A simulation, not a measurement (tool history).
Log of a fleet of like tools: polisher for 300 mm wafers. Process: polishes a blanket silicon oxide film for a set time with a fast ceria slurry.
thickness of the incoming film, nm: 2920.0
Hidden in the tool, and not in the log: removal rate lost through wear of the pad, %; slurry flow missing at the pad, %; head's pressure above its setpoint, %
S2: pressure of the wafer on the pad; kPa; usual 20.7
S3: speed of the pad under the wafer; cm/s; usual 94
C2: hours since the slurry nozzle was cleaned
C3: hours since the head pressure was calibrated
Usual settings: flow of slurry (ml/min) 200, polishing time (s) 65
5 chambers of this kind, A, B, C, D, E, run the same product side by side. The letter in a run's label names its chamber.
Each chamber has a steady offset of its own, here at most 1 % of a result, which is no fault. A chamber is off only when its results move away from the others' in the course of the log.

{"hour": 2.0, "done": "chamber D: slurry nozzle cleaned"}
{"run": "1E", "hour": 6.7, "flow of slurry (ml/min)": 200, "S2": 20.7, "S3": 94, "polishing time (s)": 65, "wafers polished on this pad": 549, "C2": 52.4, "C3": 207.2, "film removed (Å)": 11240}
{"run": "2B", "hour": 10.4, "flow of slurry (ml/min)": 200, "S2": 20.7, "S3": 94, "polishing time (s)": 65, "wafers polished on this pad": 268, "C2": 166.6, "C3": 130.6, "film removed (Å)": 11108}
{"run": "3C", "hour": 14.5, "flow of slurry (ml/min)": 200, "S2": 20.7, "S3": 94, "polishing time (s)": 65, "wafers polished on this pad": 729, "C2": 295.4, "C3": 185.7, "film removed (Å)": 10936}
{"hour": 19.0, "done": "chamber C: worn pad replaced by a new one"}
{"run": "4A", "hour": 20.0, "flow of slurry (ml/min)": 200, "S2": 20.7, "S3": 94, "polishing time (s)": 65, "wafers polished on this pad": 594, "C2": 113.3, "C3": 914.4, "film removed (Å)": 11115}
{"run": "5D", "hour": 27.2, "flow of slurry (ml/min)": 200, "S2": 20.7, "S3": 94, "polishing time (s)": 65, "wafers polished on this pad": 301, "C2": 25.2, "C3": 501.2, "film removed (Å)": 11056}
{"run": "6B", "hour": 31.5, "flow of slurry (ml/min)": 200, "S2": 20.7, "S3": 94, "polishing time (s)": 65, "wafers polished on this pad": 449, "C2": 187.7, "C3": 151.7, "film removed (Å)": 11294}
{"run": "7E", "hour": 36.2, "flow of slurry (ml/min)": 200, "S2": 20.7, "S3": 94, "polishing time (s)": 65, "wafers polished on this pad": 803, "C2": 81.9, "C3": 236.7, "film removed (Å)": 11223}
{"run": "8D", "hour": 44.0, "flow of slurry (ml/min)": 200, "S2": 20.7, "S3": 94, "polishing time (s)": 65, "wafers polished on this pad": 446, "C2": 42, "C3": 518, "film removed (Å)": 11187}
{"hour": 46.8, "done": "chamber E: worn pad replaced by a new one"}
{"run": "9C", "hour": 48.1, "flow of slurry (ml/min)": 200, "S2": 20.7, "S3": 94, "polishing time (s)": 65, "wafers polished on this pad": 251, "C2": 329, "C3": 219.3, "film removed (Å)": 11090}
{"run": "10A", "hour": 51.9, "flow of slurry (ml/min)": 200, "S2": 20.7, "S3": 94, "polishing time (s)": 65, "wafers polished on this pad": 869, "C2": 145.2, "C3": 946.3, "film removed (Å)": 11081}
{"run": "11D", "hour": 55.4, "flow of slurry (ml/min)": 200, "S2": 23.4, "S3": 94, "polishing time (s)": 83, "wafers polished on this pad": 544, "C2": 53.4, "C3": 529.4, "film removed (Å)": 15911}
{"hour": 60.1, "done": "chamber D: worn pad replaced by a new one"}
{"hour": 63.3, "done": "chamber C: slurry nozzle cleaned"}
{"run": "12B", "hour": 63.3, "flow of slurry (ml/min)": 200, "S2": 23.4, "S3": 94, "polishing time (s)": 83, "wafers polished on this pad": 723, "C2": 219.5, "C3": 183.5, "film removed (Å)": 16230}
{"hour": 65.5, "done": "chamber D: head pressure recalibrated"}
{"run": "13E", "hour": 70.0, "flow of slurry (ml/min)": 200, "S2": 23.4, "S3": 94, "polishing time (s)": 83, "wafers polished on this pad": 200, "C2": 115.7, "C3": 270.5, "film removed (Å)": 16238}
{"run": "14C", "hour": 78.0, "flow of slurry (ml/min)": 200, "S2": 23.4, "S3": 94, "polishing time (s)": 83, "wafers polished on this pad": 508, "C2": 14.8, "C3": 249.2, "film removed (Å)": 15802}
{"hour": 81.4, "done": "chamber A: worn pad replaced by a new one"}
{"hour": 82.2, "done": "chamber B: worn pad replaced by a new one"}
{"run": "15A", "hour": 82.9, "flow of slurry (ml/min)": 200, "S2": 23.4, "S3": 94, "polishing time (s)": 83, "wafers polished on this pad": 13, "C2": 176.2, "C3": 977.3, "film removed (Å)": 16195}
{"run": "16D", "hour": 86.7, "flow of slurry (ml/min)": 200, "S2": 26.2, "S3": 94, "polishing time (s)": 65, "wafers polished on this pad": 229, "C2": 84.7, "C3": 21.2, "film removed (Å)": 15061}
{"run": "17C", "hour": 92.6, "flow of slurry (ml/min)": 200, "S2": 26.2, "S3": 94, "polishing time (s)": 65, "wafers polished on this pad": 634, "C2": 29.4, "C3": 263.8, "film removed (Å)": 13906}
{"run": "18B", "hour": 96.4, "flow of slurry (ml/min)": 200, "S2": 26.2, "S3": 94, "polishing time (s)": 65, "wafers polished on this pad": 122, "C2": 252.6, "C3": 216.6, "film removed (Å)": 14047}
{"run": "19E", "hour": 101.0, "flow of slurry (ml/min)": 200, "S2": 26.2, "S3": 94, "polishing time (s)": 65, "wafers polished on this pad": 467, "C2": 146.7, "C3": 301.5, "film removed (Å)": 14045}
{"run": "20A", "hour": 108.5, "flow of slurry (ml/min)": 200, "S2": 26.2, "S3": 94, "polishing time (s)": 65, "wafers polished on this pad": 233, "C2": 201.8, "C3": 1002.9, "film removed (Å)": 13850}
{"hour": 112.7, "done": "chamber C: worn pad replaced by a new one"}
{"run": "21B", "hour": 115.2, "flow of slurry (ml/min)": 200, "S2": 20.7, "S3": 94, "polishing time (s)": 65, "wafers polished on this pad": 284, "C2": 271.4, "C3": 235.4, "film removed (Å)": 10928}
{"run": "22E", "hour": 119.5, "flow of slurry (ml/min)": 200, "S2": 20.7, "S3": 94, "polishing time (s)": 65, "wafers polished on this pad": 626, "C2": 165.2, "C3": 320, "film removed (Å)": 11051}
{"run": "23D", "hour": 124.6, "flow of slurry (ml/min)": 200, "S2": 20.7, "S3": 94, "polishing time (s)": 65, "wafers polished on this pad": 555, "C2": 122.6, "C3": 59.1, "film removed (Å)": 11711}
{"run": "24C", "hour": 129.1, "flow of slurry (ml/min)": 200, "S2": 20.7, "S3": 94, "polishing time (s)": 65, "wafers polished on this pad": 141, "C2": 65.9, "C3": 300.3, "film removed (Å)": 10984}
{"hour": 131.0, "done": "chamber D: worn pad replaced by a new one"}
{"run": "25A", "hour": 134.8, "flow of slurry (ml/min)": 200, "S2": 20.7, "S3": 94, "polishing time (s)": 65, "wafers polished on this pad": 460, "C2": 228.1, "C3": 1029.2, "film removed (Å)": 11239}
{"run": "26E", "hour": 142.0, "flow of slurry (ml/min)": 200, "S2": 23.4, "S3": 94, "polishing time (s)": 58, "wafers polished on this pad": 819, "C2": 187.7, "C3": 342.5, "film removed (Å)": 11508}
{"run": "27A", "hour": 149.1, "flow of slurry (ml/min)": 200, "S2": 23.4, "S3": 94, "polishing time (s)": 58, "wafers polished on this pad": 583, "C2": 242.4, "C3": 1043.5, "film removed (Å)": 11211}
{"run": "28D", "hour": 153.4, "flow of slurry (ml/min)": 200, "S2": 23.4, "S3": 94, "polishing time (s)": 58, "wafers polished on this pad": 193, "C2": 151.4, "C3": 87.9, "film removed (Å)": 11943}
{"run": "29C", "hour": 158.5, "flow of slurry (ml/min)": 200, "S2": 23.4, "S3": 94, "polishing time (s)": 58, "wafers polished on this pad": 394, "C2": 95.3, "C3": 329.7, "film removed (Å)": 11304}
{"hour": 159.5, "done": "chamber E: worn pad replaced by a new one"}
{"run": "30B", "hour": 162.5, "flow of slurry (ml/min)": 200, "S2": 23.4, "S3": 94, "polishing time (s)": 58, "wafers polished on this pad": 691, "C2": 318.7, "C3": 282.7, "film removed (Å)": 11265}
{"run": "31B", "hour": 166.1, "flow of slurry (ml/min)": 200, "S2": 20.7, "S3": 94, "polishing time (s)": 65, "wafers polished on this pad": 722, "C2": 322.3, "C3": 286.3, "film removed (Å)": 10952}
{"run": "32C", "hour": 173.6, "flow of slurry (ml/min)": 200, "S2": 20.7, "S3": 94, "polishing time (s)": 65, "wafers polished on this pad": 524, "C2": 110.4, "C3": 344.8, "film removed (Å)": 10899}
{"run": "33A", "hour": 181.0, "flow of slurry (ml/min)": 200, "S2": 20.7, "S3": 94, "polishing time (s)": 65, "wafers polished on this pad": 857, "C2": 274.3, "C3": 1075.4, "film removed (Å)": 10993}
{"run": "34E", "hour": 187.0, "flow of slurry (ml/min)": 200, "S2": 20.7, "S3": 94, "polishing time (s)": 65, "wafers polished on this pad": 237, "C2": 232.7, "C3": 387.5, "film removed (Å)": 11148}
{"run": "35D", "hour": 191.8, "flow of slurry (ml/min)": 200, "S2": 20.7, "S3": 94, "polishing time (s)": 65, "wafers polished on this pad": 523, "C2": 189.8, "C3": 126.3, "film removed (Å)": 11570}

All 5 chambers run these settings next. Forecast each chamber's results:
{"run": "36A", "hour": 197.6, "flow of slurry (ml/min)": 200, "S2": 20.7, "S3": 94, "polishing time (s)": 65, "film removed (Å)": "?"}
{"run": "36B", "hour": 197.6, "flow of slurry (ml/min)": 200, "S2": 20.7, "S3": 94, "polishing time (s)": 65, "film removed (Å)": "?"}
{"run": "36C", "hour": 197.6, "flow of slurry (ml/min)": 200, "S2": 20.7, "S3": 94, "polishing time (s)": 65, "film removed (Å)": "?"}
{"run": "36D", "hour": 197.6, "flow of slurry (ml/min)": 200, "S2": 20.7, "S3": 94, "polishing time (s)": 65, "film removed (Å)": "?"}
{"run": "36E", "hour": 197.6, "flow of slurry (ml/min)": 200, "S2": 20.7, "S3": 94, "polishing time (s)": 65, "film removed (Å)": "?"}

run=36A film_removed_(Å)=11098
run=36B film_removed_(Å)=11151
run=36C film_removed_(Å)=11096
run=36D film_removed_(Å)=11630
run=36E film_removed_(Å)=11131
